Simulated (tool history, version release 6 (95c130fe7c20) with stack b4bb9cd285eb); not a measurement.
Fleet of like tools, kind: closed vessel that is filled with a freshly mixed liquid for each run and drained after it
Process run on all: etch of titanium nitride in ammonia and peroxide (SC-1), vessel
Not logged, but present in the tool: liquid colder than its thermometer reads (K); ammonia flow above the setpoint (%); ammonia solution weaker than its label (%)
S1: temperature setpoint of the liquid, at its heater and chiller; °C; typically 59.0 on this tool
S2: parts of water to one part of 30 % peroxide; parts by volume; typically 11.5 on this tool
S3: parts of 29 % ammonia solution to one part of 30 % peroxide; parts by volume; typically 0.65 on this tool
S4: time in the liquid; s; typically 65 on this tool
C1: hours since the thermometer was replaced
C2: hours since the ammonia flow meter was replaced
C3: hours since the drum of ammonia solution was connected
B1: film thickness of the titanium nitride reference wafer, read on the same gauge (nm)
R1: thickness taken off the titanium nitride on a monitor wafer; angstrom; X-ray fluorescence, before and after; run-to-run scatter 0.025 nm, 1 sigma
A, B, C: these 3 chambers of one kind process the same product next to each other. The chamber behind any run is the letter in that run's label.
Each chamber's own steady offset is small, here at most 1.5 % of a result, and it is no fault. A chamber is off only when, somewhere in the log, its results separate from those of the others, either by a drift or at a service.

run 1B hour=9.2 | S1=59.0 S2=11.5 S3=0.65 S4=65 | C1=1260.5 C2=229.7 C3=660.5 | B1=110.03 | R1=45.525
-- hour=14.0 chamber A: new drum of ammonia solution connected
run 2A hour=24.4 | S1=59.0 S2=11.5 S3=0.65 S4=65 | C1=210.6 C2=345.8 C3=10.5 | B1=109.98 | R1=45.972
run 3C hour=33.3 | S1=59.0 S2=11.5 S3=0.65 S4=65 | C1=41.6 C2=110.4 C3=433.0 | B1=110.01 | R1=45.235
run 4B hour=48.1 | S1=59.0 S2=11.5 S3=0.65 S4=65 | C1=1299.4 C2=268.6 C3=699.4 | B1=109.99 | R1=45.387
run 5A hour=62.1 | S1=59.0 S2=11.5 S3=0.65 S4=65 | C1=248.3 C2=383.5 C3=48.2 | B1=110.01 | R1=45.637
-- hour=74.4 chamber C: new drum of ammonia solution connected
run 6C hour=76.6 | S1=59.0 S2=7.0 S3=0.65 S4=65 | C1=84.9 C2=153.7 C3=2.2 | B1=109.99 | R1=59.089
run 7A hour=84.1 | S1=59.0 S2=7.0 S3=0.65 S4=65 | C1=270.3 C2=405.5 C3=70.2 | B1=109.98 | R1=58.482
run 8B hour=100.4 | S1=59.0 S2=7.0 S3=0.65 S4=65 | C1=1351.7 C2=320.9 C3=751.7 | B1=110.01 | R1=58.377
run 9C hour=109.8 | S1=59.0 S2=11.5 S3=0.65 S4=65 | C1=118.1 C2=186.9 C3=35.4 | B1=110.01 | R1=45.596
run 10A hour=119.4 | S1=59.0 S2=11.5 S3=0.65 S4=65 | C1=305.6 C2=440.8 C3=105.5 | B1=110.01 | R1=44.928
run 11C hour=135.3 | S1=59.0 S2=15.5 S3=0.65 S4=65 | C1=143.6 C2=212.4 C3=60.9 | B1=109.98 | R1=38.488
run 12B hour=151.7 | S1=59.0 S2=15.5 S3=0.65 S4=65 | C1=1403.0 C2=372.2 C3=803.0 | B1=109.97 | R1=38.747
run 13A hour=161.2 | S1=59.0 S2=15.5 S3=0.65 S4=65 | C1=347.4 C2=482.6 C3=147.3 | B1=110.01 | R1=37.923
-- hour=174.3 chamber B: thermometer replaced
run 14C hour=174.7 | S1=59.0 S2=11.5 S3=0.90 S4=65 | C1=183.0 C2=251.8 C3=100.3 | B1=110.01 | R1=48.063
-- hour=183.9 chamber B: new drum of ammonia solution connected
run 15B hour=186.7 | S1=59.0 S2=11.5 S3=0.90 S4=65 | C1=12.4 C2=407.2 C3=2.8 | B1=110.00 | R1=47.864
run 16C hour=199.8 | S1=59.0 S2=11.5 S3=0.90 S4=65 | C1=208.1 C2=276.9 C3=125.4 | B1=109.98 | R1=48.179
run 17B hour=209.8 | S1=59.0 S2=11.5 S3=0.65 S4=65 | C1=35.5 C2=430.3 C3=25.9 | B1=110.01 | R1=45.888
run 18A hour=217.2 | S1=66.5 S2=11.5 S3=0.65 S4=65 | C1=403.4 C2=538.6 C3=203.3 | B1=110.00 | R1=72.395
run 19C hour=230.3 | S1=66.5 S2=11.5 S3=0.65 S4=65 | C1=238.6 C2=307.4 C3=155.9 | B1=110.00 | R1=72.861
run 20A hour=242.3 | S1=66.5 S2=11.5 S3=0.65 S4=65 | C1=428.5 C2=563.7 C3=228.4 | B1=109.99 | R1=71.350
run 21B hour=256.3 | S1=59.0 S2=11.5 S3=0.65 S4=65 | C1=82.0 C2=476.8 C3=72.4 | B1=109.97 | R1=45.383
run 22C hour=272.1 | S1=59.0 S2=11.5 S3=0.65 S4=65 | C1=280.4 C2=349.2 C3=197.7 | B1=110.05 | R1=46.124
run 23A hour=288.3 | S1=59.0 S2=11.5 S3=0.65 S4=65 | C1=474.5 C2=609.7 C3=274.4 | B1=110.02 | R1=42.919
run 24B hour=304.2 | S1=59.0 S2=11.5 S3=0.65 S4=65 | C1=129.9 C2=524.7 C3=120.3 | B1=109.96 | R1=45.548
run 25C hour=316.4 | S1=53.0 S2=7.5 S3=0.65 S4=65 | C1=324.7 C2=393.5 C3=242.0 | B1=109.99 | R1=38.147
run 26A hour=327.2 | S1=53.0 S2=7.5 S3=0.65 S4=65 | C1=513.4 C2=648.6 C3=313.3 | B1=110.01 | R1=34.878
run 27B hour=335.6 | S1=53.0 S2=7.5 S3=0.65 S4=65 | C1=161.3 C2=556.1 C3=151.7 | B1=110.04 | R1=38.031

Does one chamber stand apart from the rest, does the shared gauge drift, or is all well apart from small per-chamber offsets? Give the chamber and the most likely cause, where there is one.

One chamber, A, drifts off from the rest bit by bit.
Cause: liquid colder than its thermometer reads (K) = 1.03.

Below are 4 candidate recipes for chamber A's next run, each the usual settings with a change, their results shown as question marks. Which of them brings A's results back in line with what the other chambers give on the usual settings?
To be in line, a result may differ from the other chambers' mean on the usual settings by at most: R1 0.890 angstrom
run 28A-1 hour=347.4 | S1=60.5 S2=11.0 S3=0.65 S4=65 | R1=?
run 28A-2 hour=347.4 | S1=57.5 S2=12.0 S3=0.65 S4=65 | R1=?
run 28A-3 hour=347.4 | S1=59.0 S2=10.0 S3=0.65 S4=65 | R1=?
run 28A-4 hour=347.4 | S1=59.0 S2=13.0 S3=0.65 S4=65 | R1=?

Other chambers, usual settings, mean: R1 45.602 angstrom
run=28A-1 R1=48.108
run=28A-2 R1=37.544
run=28A-3 R1=45.681
run=28A-4 R1=39.826
The right change is 28A-3: it brings the chamber back within the allowed miss of the others.
